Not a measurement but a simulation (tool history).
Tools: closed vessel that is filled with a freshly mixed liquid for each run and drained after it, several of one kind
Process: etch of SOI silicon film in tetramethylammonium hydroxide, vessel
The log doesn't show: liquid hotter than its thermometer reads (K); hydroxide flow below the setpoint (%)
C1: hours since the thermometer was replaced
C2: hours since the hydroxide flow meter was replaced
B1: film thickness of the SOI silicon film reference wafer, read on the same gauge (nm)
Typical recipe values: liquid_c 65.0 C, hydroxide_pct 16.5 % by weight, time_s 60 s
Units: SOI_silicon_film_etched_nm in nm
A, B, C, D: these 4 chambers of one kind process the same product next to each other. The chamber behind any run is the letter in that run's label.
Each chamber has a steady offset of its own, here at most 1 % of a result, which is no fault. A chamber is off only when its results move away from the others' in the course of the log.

Run 1D, hour 3.9: usual settings; C1 98.3; C2 532.8; B1 110.01. Result: SOI_silicon_film_etched_nm 268.29 nm.
Run 2C, hour 10.0: usual settings; C1 477.8; C2 1745.6; B1 110.01. Result: SOI_silicon_film_etched_nm 273.40 nm.
Run 3B, hour 17.6: usual settings; C1 1101.3; C2 1313.0; B1 109.98. Result: SOI_silicon_film_etched_nm 269.82 nm.
Run 4A, hour 22.9: usual settings; C1 310.5; C2 783.5; B1 109.98. Result: SOI_silicon_film_etched_nm 271.90 nm.
Run 5A, hour 27.0: usual settings; C1 314.6; C2 787.6; B1 110.00. Result: SOI_silicon_film_etched_nm 271.45 nm.
Run 6B, hour 32.1: usual settings; C1 1115.8; C2 1327.5; B1 110.00. Result: SOI_silicon_film_etched_nm 271.97 nm.
Run 7C, hour 39.6: usual settings; C1 507.4; C2 1775.2; B1 110.05. Result: SOI_silicon_film_etched_nm 272.15 nm.
Run 8D, hour 46.2: usual settings; C1 140.6; C2 575.1; B1 109.99. Result: SOI_silicon_film_etched_nm 267.49 nm.
Run 9A, hour 52.7: usual settings; C1 340.3; C2 813.3; B1 109.95. Result: SOI_silicon_film_etched_nm 271.69 nm.
Run 10B, hour 58.0: usual settings; C1 1141.7; C2 1353.4; B1 110.04. Result: SOI_silicon_film_etched_nm 267.51 nm.
Run 11D, hour 62.5: usual settings; C1 156.9; C2 591.4; B1 109.99. Result: SOI_silicon_film_etched_nm 270.16 nm.
Run 12C, hour 69.4: usual settings but hydroxide_pct 12.0 % by weight, time_s 75 s; C1 537.2; C2 1805.0; B1 110.04. Result: SOI_silicon_film_etched_nm 387.77 nm.
Run 13A, hour 77.2: usual settings but hydroxide_pct 12.0 % by weight, time_s 75 s; C1 364.8; C2 837.8; B1 110.01. Result: SOI_silicon_film_etched_nm 388.73 nm.
Run 14C, hour 82.3: usual settings but hydroxide_pct 12.0 % by weight, time_s 75 s; C1 550.1; C2 1817.9; B1 110.01. Result: SOI_silicon_film_etched_nm 388.28 nm.
Run 15D, hour 87.7: usual settings but hydroxide_pct 12.0 % by weight, time_s 75 s; C1 182.1; C2 616.6; B1 110.00. Result: SOI_silicon_film_etched_nm 387.87 nm.
Run 16B, hour 94.0: usual settings; C1 1177.7; C2 1389.4; B1 109.96. Result: SOI_silicon_film_etched_nm 268.82 nm.
Run 17A, hour 101.8: usual settings; C1 389.4; C2 862.4; B1 109.96. Result: SOI_silicon_film_etched_nm 274.29 nm.
Run 18C, hour 106.3: usual settings; C1 574.1; C2 1841.9; B1 109.99. Result: SOI_silicon_film_etched_nm 270.06 nm.
Run 19B, hour 113.7: usual settings; C1 1197.4; C2 1409.1; B1 109.98. Result: SOI_silicon_film_etched_nm 270.68 nm.
Run 20D, hour 120.0: usual settings; C1 214.4; C2 648.9; B1 109.98. Result: SOI_silicon_film_etched_nm 267.86 nm.
Run 21B, hour 125.3: usual settings; C1 1209.0; C2 1420.7; B1 109.98. Result: SOI_silicon_film_etched_nm 270.28 nm.
Run 22C, hour 132.5: usual settings; C1 600.3; C2 1868.1; B1 109.99. Result: SOI_silicon_film_etched_nm 268.53 nm.
Run 23D, hour 137.5: usual settings but liquid_c 67.5 C; C1 231.9; C2 666.4; B1 109.98. Result: SOI_silicon_film_etched_nm 311.49 nm.
Run 24A, hour 142.7: usual settings but liquid_c 67.5 C; C1 430.3; C2 903.3; B1 110.00. Result: SOI_silicon_film_etched_nm 328.18 nm.
Run 25B, hour 150.2: usual settings but liquid_c 67.5 C; C1 1233.9; C2 1445.6; B1 109.97. Result: SOI_silicon_film_etched_nm 312.69 nm.
Run 26A, hour 157.8: usual settings but liquid_c 67.5 C; C1 445.4; C2 918.4; B1 109.99. Result: SOI_silicon_film_etched_nm 326.92 nm.
At hour 161.0: chamber D: hydroxide flow meter replaced.
Run 27C, hour 163.2: usual settings; C1 631.0; C2 1898.8; B1 110.01. Result: SOI_silicon_film_etched_nm 269.53 nm.
Run 28D, hour 168.8: usual settings but hydroxide_pct 13.0 % by weight, time_s 90 s; C1 263.2; C2 7.9; B1 109.99. Result: SOI_silicon_film_etched_nm 446.15 nm.
Run 29A, hour 172.4: usual settings but hydroxide_pct 13.0 % by weight, time_s 90 s; C1 460.0; C2 933.0; B1 109.99. Result: SOI_silicon_film_etched_nm 470.52 nm.
Run 30D, hour 179.2: usual settings but hydroxide_pct 13.0 % by weight, time_s 90 s; C1 273.6; C2 18.3; B1 110.02. Result: SOI_silicon_film_etched_nm 449.66 nm.
Run 31B, hour 185.4: usual settings but hydroxide_pct 13.0 % by weight, time_s 90 s; C1 1269.1; C2 1480.8; B1 109.96. Result: SOI_silicon_film_etched_nm 446.50 nm.
Run 32C, hour 191.8: usual settings; C1 659.6; C2 1927.4; B1 109.98. Result: SOI_silicon_film_etched_nm 270.14 nm.
At hour 192.4: chamber A: hydroxide flow meter replaced.
Run 33A, hour 197.6: usual settings; C1 485.2; C2 5.2; B1 110.00. Result: SOI_silicon_film_etched_nm 286.29 nm.
Run 34B, hour 203.7: usual settings; C1 1287.4; C2 1499.1; B1 110.03. Result: SOI_silicon_film_etched_nm 268.39 nm.
Run 35C, hour 209.7: usual settings; C1 677.5; C2 1945.3; B1 110.04. Result: SOI_silicon_film_etched_nm 266.45 nm.
Run 36D, hour 215.3: usual settings; C1 309.7; C2 54.4; B1 109.95. Result: SOI_silicon_film_etched_nm 267.67 nm.
At hour 216.4: chamber B: thermometer replaced.
Run 37C, hour 221.6: usual settings but time_s 80 s; C1 689.4; C2 1957.2; B1 110.02. Result: SOI_silicon_film_etched_nm 357.57 nm.
Run 38B, hour 225.0: usual settings but time_s 80 s; C1 8.7; C2 1520.4; B1 109.99. Result: SOI_silicon_film_etched_nm 361.05 nm.
Run 39A, hour 230.8: usual settings but time_s 80 s; C1 518.4; C2 38.4; B1 110.01. Result: SOI_silicon_film_etched_nm 390.16 nm.
Run 40D, hour 234.7: usual settings but time_s 80 s; C1 329.1; C2 73.8; B1 110.02. Result: SOI_silicon_film_etched_nm 356.82 nm.
Run 41A, hour 241.9: usual settings but liquid_c 69.0 C; C1 529.5; C2 49.5; B1 109.94. Result: SOI_silicon_film_etched_nm 369.04 nm.
Run 42B, hour 246.1: usual settings but liquid_c 69.0 C; C1 29.8; C2 1541.5; B1 109.99. Result: SOI_silicon_film_etched_nm 340.86 nm.

Decide between three cases: one chamber stands off from its peers, the gauge reading all wafers drifts, or nothing is wrong past each chamber's small offset. Where a chamber is off, say which and what most likely put it there.

One chamber, A, drifts off from the rest bit by bit.
What lies behind it: liquid hotter than its thermometer reads (K) = 1.27.

Chamber A could run next with any of the 4 candidate recipes listed below; each alters the usual settings, and their results appear as question marks. Which one brings its results back in line with what the other chambers deliver on the usual settings?
A result is in line if it is within this distance of the other chambers' mean on the usual settings: SOI_silicon_film_etched_nm 5.40 nm
Run 43A-1, hour 251.8: usual settings but hydroxide_pct 13.5 % by weight. Result: SOI_silicon_film_etched_nm ?.
Run 43A-2, hour 251.8: usual settings but hydroxide_pct 18.5 % by weight. Result: SOI_silicon_film_etched_nm ?.
Run 43A-3, hour 251.8: usual settings but time_s 55 s. Result: SOI_silicon_film_etched_nm ?.
Run 43A-4, hour 251.8: usual settings but hydroxide_pct 15.0 % by weight. Result: SOI_silicon_film_etched_nm ?.

Average result of the remaining chambers running the usual settings: SOI_silicon_film_etched_nm 269.19 nm
  run  SOI_silicon_film_etched_nm
43A-1                      320.74
43A-2                      281.11
43A-3                      269.40
43A-4                      303.59
43A-3 is the one that brings the chamber's results back in line with the other chambers.
